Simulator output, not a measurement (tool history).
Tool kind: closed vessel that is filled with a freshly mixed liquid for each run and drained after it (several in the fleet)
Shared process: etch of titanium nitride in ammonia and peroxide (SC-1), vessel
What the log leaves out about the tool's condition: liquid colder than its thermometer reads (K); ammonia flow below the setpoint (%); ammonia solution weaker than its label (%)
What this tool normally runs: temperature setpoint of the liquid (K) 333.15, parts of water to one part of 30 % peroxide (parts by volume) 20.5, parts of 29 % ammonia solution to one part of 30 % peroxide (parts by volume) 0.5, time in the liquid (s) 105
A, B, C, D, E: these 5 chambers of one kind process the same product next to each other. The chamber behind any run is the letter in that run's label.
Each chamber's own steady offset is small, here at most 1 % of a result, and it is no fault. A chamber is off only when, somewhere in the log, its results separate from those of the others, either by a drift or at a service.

| run | hour | temperature setpoint of the liquid (K) | parts of water to one part of 30 % peroxide (parts by volume) | parts of 29 % ammonia solution to one part of 30 % peroxide (parts by volume) | time in the liquid (s) | hours since the thermometer was replaced | hours since the ammonia flow meter was replaced | hours since the drum of ammonia solution was connected | read-back film thickness of the titanium nitride reference wafer, read on the same gauge (nm) | thickness taken off the titanium nitride on a monitor wafer (angstrom) |
|---|---|---|---|---|---|---|---|---|---|---|
| 1D | 4.8 | 333.15 | 20.5 | 0.5 | 105 | 1211.2 | 335.9 | 577.1 | 49.989 | 57.408 |
| 2E | 9.1 | 333.15 | 20.5 | 0.5 | 105 | 289.2 | 1071.7 | 393.3 | 50.023 | 57.103 |
| 3A | 12.1 | 333.15 | 20.5 | 0.5 | 105 | 1058.7 | 107.2 | 408.7 | 50.013 | 57.169 |
| 4C | 15.2 | 333.15 | 20.5 | 0.5 | 105 | 3125.1 | 28.7 | 362.9 | 50.016 | 57.119 |
| 5B | 19.7 | 333.15 | 20.5 | 0.5 | 105 | 679.7 | 486.3 | 76.6 | 49.97 | 56.589 |
|  | 20.2 | chamber D: new drum of ammonia solution connected |
| 6E | 24 | 333.15 | 20.5 | 0.5 | 105 | 304.1 | 1086.6 | 408.2 | 49.998 | 56.799 |
| 7B | 28.4 | 333.15 | 20.5 | 0.5 | 105 | 688.4 | 495 | 85.3 | 50.046 | 57.023 |
| 8C | 32.3 | 333.15 | 20.5 | 0.5 | 105 | 3142.2 | 45.8 | 380 | 49.963 | 56.854 |
| 9A | 35.8 | 333.15 | 20.5 | 0.5 | 105 | 1082.4 | 130.9 | 432.4 | 49.998 | 56.945 |
| 10D | 38.9 | 333.15 | 20.5 | 0.5 | 105 | 1245.3 | 370 | 18.7 | 50.012 | 56.036 |
| 11B | 43 | 333.15 | 20.5 | 0.5 | 105 | 703 | 509.6 | 99.9 | 49.983 | 57.195 |
| 12D | 46.4 | 333.15 | 20.5 | 0.5 | 105 | 1252.8 | 377.5 | 26.2 | 49.971 | 57.484 |
|  | 50.3 | chamber B: thermometer replaced |
| 13E | 50.8 | 333.15 | 20.5 | 0.5 | 105 | 330.9 | 1113.4 | 435 | 49.979 | 56.456 |
| 14C | 55 | 333.15 | 20.5 | 0.5 | 105 | 3164.9 | 68.5 | 402.7 | 50.006 | 57.706 |
| 15A | 58.5 | 333.15 | 20.5 | 0.5 | 105 | 1105.1 | 153.6 | 455.1 | 49.993 | 57.484 |
| 16B | 62.2 | 333.15 | 20.5 | 0.5 | 105 | 12 | 528.8 | 119.1 | 50.015 | 56.745 |
| 17C | 65.4 | 333.15 | 20.5 | 0.5 | 105 | 3175.3 | 78.9 | 413.1 | 49.962 | 57.073 |
| 18D | 68.2 | 333.15 | 20.5 | 0.7 | 55 | 1274.6 | 399.3 | 48 | 50 | 31.463 |
| 19A | 70.8 | 333.15 | 20.5 | 0.7 | 55 | 1117.4 | 165.9 | 467.4 | 49.991 | 32.234 |
| 20E | 73.3 | 333.15 | 20.5 | 0.7 | 55 | 353.4 | 1135.9 | 457.5 | 49.997 | 30.859 |
| 21A | 76.3 | 333.15 | 20.5 | 0.7 | 55 | 1122.9 | 171.4 | 472.9 | 49.949 | 32.098 |
| 22D | 80.9 | 333.15 | 20.5 | 0.7 | 55 | 1287.3 | 412 | 60.7 | 50 | 31.595 |
| 23E | 83.1 | 333.15 | 20.5 | 0.5 | 105 | 363.2 | 1145.7 | 467.3 | 49.992 | 55.519 |
| 24B | 86.4 | 333.15 | 20.5 | 0.5 | 105 | 36.2 | 553 | 143.3 | 50.01 | 57.498 |
| 25C | 88.6 | 328.15 | 24 | 0.5 | 105 | 3198.5 | 102.1 | 436.3 | 49.966 | 37.811 |
|  | 90 | chamber A: thermometer replaced |
| 26A | 91.6 | 328.15 | 24 | 0.5 | 105 | 1.6 | 186.7 | 488.2 | 49.998 | 37.99 |
| 27B | 93.9 | 328.15 | 24 | 0.5 | 105 | 43.7 | 560.5 | 150.8 | 50.02 | 37.516 |
| 28C | 98.1 | 328.15 | 24 | 0.5 | 105 | 3208 | 111.6 | 445.8 | 49.986 | 37.798 |
| 29E | 101.8 | 328.15 | 24 | 0.5 | 105 | 381.9 | 1164.4 | 486 | 50.054 | 36.086 |
| 30D | 104.3 | 333.15 | 20.5 | 0.5 | 105 | 1310.7 | 435.4 | 84.1 | 49.975 | 56.732 |
| 31D | 109.2 | 333.15 | 20.5 | 0.5 | 105 | 1315.6 | 440.3 | 89 | 50.017 | 56.451 |
| 32A | 111.8 | 333.15 | 20.5 | 0.5 | 105 | 21.8 | 206.9 | 508.4 | 49.996 | 57.229 |
| 33E | 114.2 | 333.15 | 20.5 | 0.5 | 105 | 394.3 | 1176.8 | 498.4 | 49.976 | 54.713 |
| 34C | 117 | 333.15 | 20.5 | 0.3 | 105 | 3226.9 | 130.5 | 464.7 | 50.002 | 52.045 |
| 35B | 119.3 | 333.15 | 20.5 | 0.3 | 105 | 69.1 | 585.9 | 176.2 | 50.011 | 51.99 |
| 36E | 122 | 333.15 | 20.5 | 0.3 | 105 | 402.1 | 1184.6 | 506.2 | 49.998 | 49.368 |
| 37C | 126.3 | 333.15 | 20.5 | 0.3 | 105 | 3236.2 | 139.8 | 474 | 50.026 | 52.51 |
| 38B | 130.8 | 333.15 | 20.5 | 0.3 | 105 | 80.6 | 597.4 | 187.7 | 49.984 | 51.836 |

All 5 chambers run these settings next. Forecast each chamber's results:
| 39A | 134.4 | 333.15 | 17 | 0.5 | 105 |  |  |  |  | ? |
| 39B | 134.4 | 333.15 | 17 | 0.5 | 105 |  |  |  |  | ? |
| 39C | 134.4 | 333.15 | 17 | 0.5 | 105 |  |  |  |  | ? |
| 39D | 134.4 | 333.15 | 17 | 0.5 | 105 |  |  |  |  | ? |
| 39E | 134.4 | 333.15 | 17 | 0.5 | 105 |  |  |  |  | ? |

| run | thickness taken off the titanium nitride on a monitor wafer (angstrom) |
|---|---|
| 39A | 63.589 |
| 39B | 63.661 |
| 39C | 64.102 |
| 39D | 63.32 |
| 39E | 60.264 |
